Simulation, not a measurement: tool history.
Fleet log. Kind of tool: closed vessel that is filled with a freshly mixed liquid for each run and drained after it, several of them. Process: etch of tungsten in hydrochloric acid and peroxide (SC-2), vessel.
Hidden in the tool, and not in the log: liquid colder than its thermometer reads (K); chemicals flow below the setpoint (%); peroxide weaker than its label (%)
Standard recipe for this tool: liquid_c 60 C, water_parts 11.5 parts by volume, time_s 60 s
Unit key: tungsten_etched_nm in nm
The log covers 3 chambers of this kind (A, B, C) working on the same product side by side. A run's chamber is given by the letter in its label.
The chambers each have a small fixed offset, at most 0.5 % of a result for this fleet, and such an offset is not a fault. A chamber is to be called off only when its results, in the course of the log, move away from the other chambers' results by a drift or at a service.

run,hour,liquid_c,water_parts,time_s,hours since the thermometer was replaced,hours since the chemicals flow meter was replaced,hours since the drum of peroxide was connected,"read-back film thickness of the tungsten reference wafer, read on the same gauge (nm)",tungsten_etched_nm
# hour 6.1: chamber B: chemicals flow meter replaced
1B,7.6,60,11.5,60,432.3,1.5,162.3,129.99,17.0180
2C,14.9,60,11.5,60,922.8,175.1,179.6,130.00,16.9080
3A,23.9,60,11.5,60,402.0,1366.9,161.5,130.01,16.9860
4C,30.9,60,11.5,60,938.8,191.1,195.6,129.99,16.8340
5B,40.5,60,11.5,60,465.2,34.4,195.2,129.98,17.0650
6A,48.1,60,11.5,60,426.2,1391.1,185.7,130.01,16.9870
7C,55.0,60,11.5,60,962.9,215.2,219.7,130.01,16.9510
8A,61.9,60,11.5,60,440.0,1404.9,199.5,129.99,17.0470
9B,69.8,60,11.5,60,494.5,63.7,224.5,130.00,16.8940
10A,79.4,60,11.5,60,457.5,1422.4,217.0,130.00,17.0680
11B,85.8,60,11.5,60,510.5,79.7,240.5,130.01,16.8660
12C,93.3,60,11.5,60,1001.2,253.5,258.0,129.98,17.0770
13C,102.5,60,11.5,60,1010.4,262.7,267.2,130.01,16.9420
14A,109.1,60,14.5,30,487.2,1452.1,246.7,130.01,6.9880
# hour 112.3: chamber A: chemicals flow meter replaced
15B,120.1,60,14.5,30,544.8,114.0,274.8,130.00,6.8689
16B,126.3,60,14.5,30,551.0,120.2,281.0,130.00,6.9267
17A,136.3,60,11.5,60,514.4,24.1,273.9,129.99,17.1170
18C,142.0,60,11.5,60,1049.9,302.2,306.7,130.01,17.0170
19C,151.2,60,11.5,60,1059.1,311.4,315.9,130.01,17.0140
20B,161.1,60,11.5,60,585.8,155.0,315.8,130.00,16.8550
21A,167.5,60,14.5,75,545.6,55.3,305.1,130.02,17.4300
22B,174.5,60,14.5,75,599.2,168.4,329.2,130.00,17.1170
23A,181.1,60,14.5,75,559.2,68.9,318.7,129.99,17.4480
24C,189.0,60,11.5,60,1096.9,349.2,353.7,129.99,16.8820
25B,198.9,60,9.5,45,623.6,192.8,353.6,130.00,14.5960
26A,208.4,60,9.5,45,586.5,96.2,346.0,130.00,14.8840
27C,215.5,60,9.5,45,1123.4,375.7,380.2,129.97,14.9650
28C,226.9,60,11.5,60,1134.8,387.1,391.6,130.00,16.9990
29A,234.2,60,11.5,60,612.3,122.0,371.8,129.99,16.9110
30B,243.4,60,11.5,60,668.1,237.3,398.1,129.99,16.7070
31C,254.3,60,11.5,60,1162.2,414.5,419.0,129.98,16.9900
32A,260.7,60,11.5,60,638.8,148.5,398.3,129.99,17.0120
33B,268.1,60,11.5,60,692.8,262.0,422.8,129.98,16.5070
34B,276.6,60,11.5,60,701.3,270.5,431.3,130.00,16.4700
# hour 282.4: chamber C: thermometer replaced
35A,285.8,60,11.5,60,663.9,173.6,423.4,130.02,16.9460
36C,292.4,60,11.5,60,10.1,452.6,457.1,129.99,16.9190

Which is it: a chamber that has drifted or been left off by a service, a gauge drift common to all chambers, or only each chamber's usual small offset? If a chamber is off, name it and its likeliest cause.

It is chamber B that slowly wanders off from its peers.
Likeliest cause: peroxide weaker than its label (%) = 3.57.
With only this log, it may be confused with: liquid colder than its thermometer reads (K); chemicals flow below the setpoint (%).

Here are 4 candidates for chamber B's next run, each the usual settings with a change, their results left as question marks. Which one brings its results back in line with what the others give on the usual settings?
Counts as in line when no further than this from what the other chambers average on the usual settings: tungsten_etched_nm 0.2200 nm
37B-1,301.1,61.0,11.5,60,,,,,?
37B-2,301.1,60.5,11.5,60,,,,,?
37B-3,301.1,59.0,11.5,60,,,,,?
37B-4,301.1,59.5,11.5,60,,,,,?

What the other chambers average on the usual settings: tungsten_etched_nm 16.9940 nm
run,tungsten_etched_nm
37B-1,17.4990
37B-2,16.9710
37B-3,15.4550
37B-4,15.9390
Change 37B-2 lands the chamber within the allowed miss of the other chambers.
